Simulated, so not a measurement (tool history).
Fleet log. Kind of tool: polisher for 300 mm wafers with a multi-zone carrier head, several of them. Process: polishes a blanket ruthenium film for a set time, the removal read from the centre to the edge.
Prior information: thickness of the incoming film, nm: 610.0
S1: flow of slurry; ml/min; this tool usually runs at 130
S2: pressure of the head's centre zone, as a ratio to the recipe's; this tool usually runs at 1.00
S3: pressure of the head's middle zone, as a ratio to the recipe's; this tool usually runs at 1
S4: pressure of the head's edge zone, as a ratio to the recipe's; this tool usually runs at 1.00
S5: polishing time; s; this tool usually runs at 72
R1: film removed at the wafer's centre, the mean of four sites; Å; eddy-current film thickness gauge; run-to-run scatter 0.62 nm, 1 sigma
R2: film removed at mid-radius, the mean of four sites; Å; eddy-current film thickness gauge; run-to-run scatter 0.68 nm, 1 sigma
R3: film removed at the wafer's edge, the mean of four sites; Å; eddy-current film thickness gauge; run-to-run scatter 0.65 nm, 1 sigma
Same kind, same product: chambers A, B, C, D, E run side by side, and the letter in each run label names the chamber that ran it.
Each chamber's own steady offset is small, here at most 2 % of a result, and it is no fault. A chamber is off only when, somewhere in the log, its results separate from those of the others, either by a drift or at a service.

{"run": "1D", "day": 0.438, "S1": 130, "S2": 1.0, "S3": 1, "S4": 1.0, "S5": 72, "R1": 479.0, "R2": 470.87, "R3": 472.5}
{"run": "2B", "day": 0.767, "S1": 130, "S2": 1.0, "S3": 1, "S4": 1.0, "S5": 72, "R1": 477.41, "R2": 476.68, "R3": 470.9}
{"run": "3A", "day": 1.246, "S1": 130, "S2": 1.0, "S3": 1, "S4": 1.0, "S5": 72, "R1": 475.42, "R2": 467.95, "R3": 473.28}
{"day": 1.388, "done": "chamber D: worn pad replaced by a new one"}
{"run": "4E", "day": 1.575, "S1": 130, "S2": 1.0, "S3": 1, "S4": 1.0, "S5": 72, "R1": 475.71, "R2": 495.07, "R3": 478.37}
{"run": "5C", "day": 1.896, "S1": 130, "S2": 1.0, "S3": 1, "S4": 1.0, "S5": 72, "R1": 480.82, "R2": 477.6, "R3": 481.68}
{"day": 1.954, "done": "chamber E: worn pad replaced by a new one"}
{"run": "6A", "day": 2.396, "S1": 130, "S2": 1.0, "S3": 1, "S4": 1.0, "S5": 72, "R1": 494.86, "R2": 475.72, "R3": 466.88}
{"day": 2.467, "done": "chamber C: worn pad replaced by a new one"}
{"run": "7C", "day": 2.683, "S1": 130, "S2": 1.0, "S3": 1, "S4": 1.0, "S5": 72, "R1": 484.18, "R2": 485.04, "R3": 466.14}
{"day": 3.208, "done": "chamber D: slurry nozzle cleaned"}
{"run": "8E", "day": 3.262, "S1": 130, "S2": 1.0, "S3": 1, "S4": 1.0, "S5": 72, "R1": 475.62, "R2": 482.58, "R3": 477.85}
{"run": "9D", "day": 3.671, "S1": 130, "S2": 1.0, "S3": 1, "S4": 1.0, "S5": 72, "R1": 483.06, "R2": 484.45, "R3": 470.51}
{"run": "10B", "day": 4.196, "S1": 130, "S2": 0.92, "S3": 1, "S4": 0.92, "S5": 72, "R1": 425.68, "R2": 461.49, "R3": 451.74}
{"day": 4.4, "done": "chamber E: centre zone pressure recalibrated"}
{"run": "11E", "day": 4.596, "S1": 130, "S2": 0.92, "S3": 1, "S4": 0.92, "S5": 72, "R1": 441.89, "R2": 476.01, "R3": 469.04}
{"day": 4.667, "done": "chamber A: edge zone pressure recalibrated"}
{"run": "12D", "day": 5.038, "S1": 130, "S2": 0.92, "S3": 1, "S4": 0.92, "S5": 72, "R1": 444.05, "R2": 470.08, "R3": 461.64}
{"run": "13C", "day": 5.533, "S1": 130, "S2": 0.92, "S3": 1, "S4": 0.92, "S5": 72, "R1": 433.21, "R2": 478.82, "R3": 454.54}
{"day": 5.75, "done": "chamber A: worn pad replaced by a new one"}
{"day": 5.967, "done": "chamber C: worn pad replaced by a new one"}
{"day": 6.038, "done": "chamber B: worn pad replaced by a new one"}
{"run": "14A", "day": 6.104, "S1": 130, "S2": 0.92, "S3": 1, "S4": 0.92, "S5": 72, "R1": 442.31, "R2": 479.88, "R3": 449.32}
{"run": "15B", "day": 6.375, "S1": 130, "S2": 1.0, "S3": 1, "S4": 1.0, "S5": 72, "R1": 476.53, "R2": 459.22, "R3": 461.88}
{"day": 6.438, "done": "chamber E: worn pad replaced by a new one"}
{"run": "16C", "day": 6.662, "S1": 130, "S2": 1.0, "S3": 1, "S4": 1.0, "S5": 72, "R1": 491.36, "R2": 480.47, "R3": 467.13}
{"day": 6.829, "done": "chamber B: centre zone pressure recalibrated"}
{"run": "17B", "day": 7.083, "S1": 130, "S2": 1.0, "S3": 1, "S4": 1.0, "S5": 72, "R1": 456.94, "R2": 466.36, "R3": 468.2}
{"run": "18D", "day": 7.625, "S1": 130, "S2": 1.0, "S3": 1, "S4": 1.0, "S5": 72, "R1": 475.2, "R2": 476.94, "R3": 480.78}
{"day": 8.021, "done": "chamber D: worn pad replaced by a new one"}
{"run": "19A", "day": 8.217, "S1": 165, "S2": 1.0, "S3": 1, "S4": 1.0, "S5": 55, "R1": 388.74, "R2": 378.62, "R3": 376.59}
{"day": 8.246, "done": "chamber C: slurry nozzle cleaned"}
{"run": "20E", "day": 8.804, "S1": 165, "S2": 1.0, "S3": 1, "S4": 1.0, "S5": 55, "R1": 379.95, "R2": 385.67, "R3": 383.95}
{"run": "21B", "day": 9.308, "S1": 165, "S2": 1.0, "S3": 1, "S4": 1.0, "S5": 55, "R1": 367.36, "R2": 368.97, "R3": 357.91}
{"run": "22C", "day": 9.679, "S1": 165, "S2": 1.0, "S3": 1, "S4": 1.0, "S5": 55, "R1": 385.24, "R2": 362.67, "R3": 360.69}
{"run": "23E", "day": 10.046, "S1": 165, "S2": 1.0, "S3": 1, "S4": 1.0, "S5": 55, "R1": 384.39, "R2": 383.8, "R3": 371.71}
{"run": "24A", "day": 10.338, "S1": 130, "S2": 1.0, "S3": 1, "S4": 1.0, "S5": 72, "R1": 478.21, "R2": 478.58, "R3": 481.34}
{"day": 10.458, "done": "chamber C: worn pad replaced by a new one"}
{"day": 10.708, "done": "chamber E: worn pad replaced by a new one"}
{"day": 10.833, "done": "chamber A: worn pad replaced by a new one"}
{"run": "25D", "day": 10.871, "S1": 130, "S2": 1.0, "S3": 1, "S4": 1.0, "S5": 72, "R1": 492.92, "R2": 470.09, "R3": 479.61}
{"day": 10.9, "done": "chamber C: edge zone pressure recalibrated"}
{"run": "26B", "day": 11.175, "S1": 155, "S2": 1.0, "S3": 1, "S4": 1.0, "S5": 91, "R1": 607.74, "R2": 611.69, "R3": 580.39}
{"day": 11.212, "done": "chamber D: edge zone pressure recalibrated"}
{"run": "27E", "day": 11.638, "S1": 155, "S2": 1.0, "S3": 1, "S4": 1.0, "S5": 91, "R1": 641.36, "R2": 623.08, "R3": 616.5}
{"run": "28D", "day": 11.992, "S1": 155, "S2": 1.0, "S3": 1, "S4": 1.0, "S5": 91, "R1": 621.63, "R2": 619.46, "R3": 615.08}
{"run": "29C", "day": 12.392, "S1": 155, "S2": 1.0, "S3": 1, "S4": 1.0, "S5": 91, "R1": 641.0, "R2": 617.83, "R3": 618.68}
{"run": "30A", "day": 12.892, "S1": 155, "S2": 1.0, "S3": 1, "S4": 1.0, "S5": 91, "R1": 631.11, "R2": 616.34, "R3": 605.49}
{"run": "31E", "day": 13.492, "S1": 130, "S2": 1.0, "S3": 1, "S4": 0.95, "S5": 72, "R1": 474.95, "R2": 484.58, "R3": 456.65}
{"day": 13.779, "done": "chamber B: worn pad replaced by a new one"}
{"run": "32C", "day": 13.825, "S1": 130, "S2": 1.0, "S3": 1, "S4": 0.95, "S5": 72, "R1": 486.94, "R2": 469.06, "R3": 462.62}
{"run": "33A", "day": 14.225, "S1": 130, "S2": 1.0, "S3": 1, "S4": 0.95, "S5": 72, "R1": 483.96, "R2": 478.55, "R3": 463.09}
{"day": 14.421, "done": "chamber E: worn pad replaced by a new one"}
{"run": "34B", "day": 14.508, "S1": 130, "S2": 1.0, "S3": 1, "S4": 0.95, "S5": 72, "R1": 457.73, "R2": 452.47, "R3": 454.64}
{"day": 14.712, "done": "chamber C: worn pad replaced by a new one"}
{"run": "35D", "day": 14.992, "S1": 130, "S2": 1.0, "S3": 1, "S4": 0.95, "S5": 72, "R1": 482.69, "R2": 479.71, "R3": 453.63}
{"day": 15.083, "done": "chamber D: worn pad replaced by a new one"}
{"run": "36A", "day": 15.425, "S1": 130, "S2": 1.0, "S3": 1, "S4": 1.0, "S5": 72, "R1": 479.74, "R2": 466.18, "R3": 460.44}
{"run": "37E", "day": 15.829, "S1": 130, "S2": 1.0, "S3": 1, "S4": 1.0, "S5": 72, "R1": 485.12, "R2": 491.89, "R3": 481.0}
{"run": "38B", "day": 16.317, "S1": 130, "S2": 1.0, "S3": 1, "S4": 1.0, "S5": 72, "R1": 458.79, "R2": 450.54, "R3": 455.59}
{"day": 16.688, "done": "chamber A: worn pad replaced by a new one"}
{"run": "39D", "day": 16.875, "S1": 130, "S2": 1.0, "S3": 1, "S4": 1.0, "S5": 72, "R1": 475.44, "R2": 462.25, "R3": 489.99}
{"day": 17.317, "done": "chamber C: slurry nozzle cleaned"}
{"run": "40C", "day": 17.433, "S1": 110, "S2": 1.0, "S3": 1, "S4": 1.06, "S5": 72, "R1": 454.57, "R2": 453.87, "R3": 476.67}
{"run": "41A", "day": 17.775, "S1": 110, "S2": 1.0, "S3": 1, "S4": 1.06, "S5": 72, "R1": 462.28, "R2": 474.17, "R3": 491.21}
{"run": "42B", "day": 18.3, "S1": 110, "S2": 1.0, "S3": 1, "S4": 1.06, "S5": 72, "R1": 423.8, "R2": 416.83, "R3": 452.7}
{"run": "43D", "day": 18.888, "S1": 110, "S2": 1.0, "S3": 1, "S4": 1.06, "S5": 72, "R1": 460.47, "R2": 460.77, "R3": 479.49}

Has any chamber moved away from the others, gradually or after a service, or does the common gauge drift, or do the chambers differ only by their own small steady offsets? State the chamber and the most likely cause if one applies.

One chamber, B, drifts off from the rest bit by bit.
Likeliest cause: slurry flow missing at the pad, % = 23.8.

Here are 4 candidates for chamber B's next run, each the usual settings with a change, their results left as question marks. Which one brings its results back in line with what the others give on the usual settings?
Maximum distance from the other chambers' mean on the usual settings for a result to count as in line: R1 22.00 Å; R2 24.00 Å; R3 23.00 Å
{"run": "44B-1", "day": 19.321, "S1": 125, "S2": 0.99, "S3": 0.99, "S4": 1.01, "S5": 68, "R1": "?", "R2": "?", "R3": "?"}
{"run": "44B-2", "day": 19.321, "S1": 135, "S2": 1.01, "S3": 1.01, "S4": 0.99, "S5": 76, "R1": "?", "R2": "?", "R3": "?"}
{"run": "44B-3", "day": 19.321, "S1": 140, "S2": 1.02, "S3": 1.02, "S4": 0.99, "S5": 81, "R1": "?", "R2": "?", "R3": "?"}
{"run": "44B-4", "day": 19.321, "S1": 120, "S2": 0.98, "S3": 0.98, "S4": 1.01, "S5": 63, "R1": "?", "R2": "?", "R3": "?"}

Other chambers, usual settings, mean: R1 477.11 Å; R2 475.63 Å; R3 474.49 Å
run=44B-1 R1=405.96 R2=405.99 R3=418.83
run=44B-2 R1=475.39 R2=471.96 R3=469.71
run=44B-3 R1=517.86 R2=512.36 R3=503.81
run=44B-4 R1=366.82 R2=368.31 R3=385.01
44B-2 is the one that brings the chamber's results back in line with the other chambers.
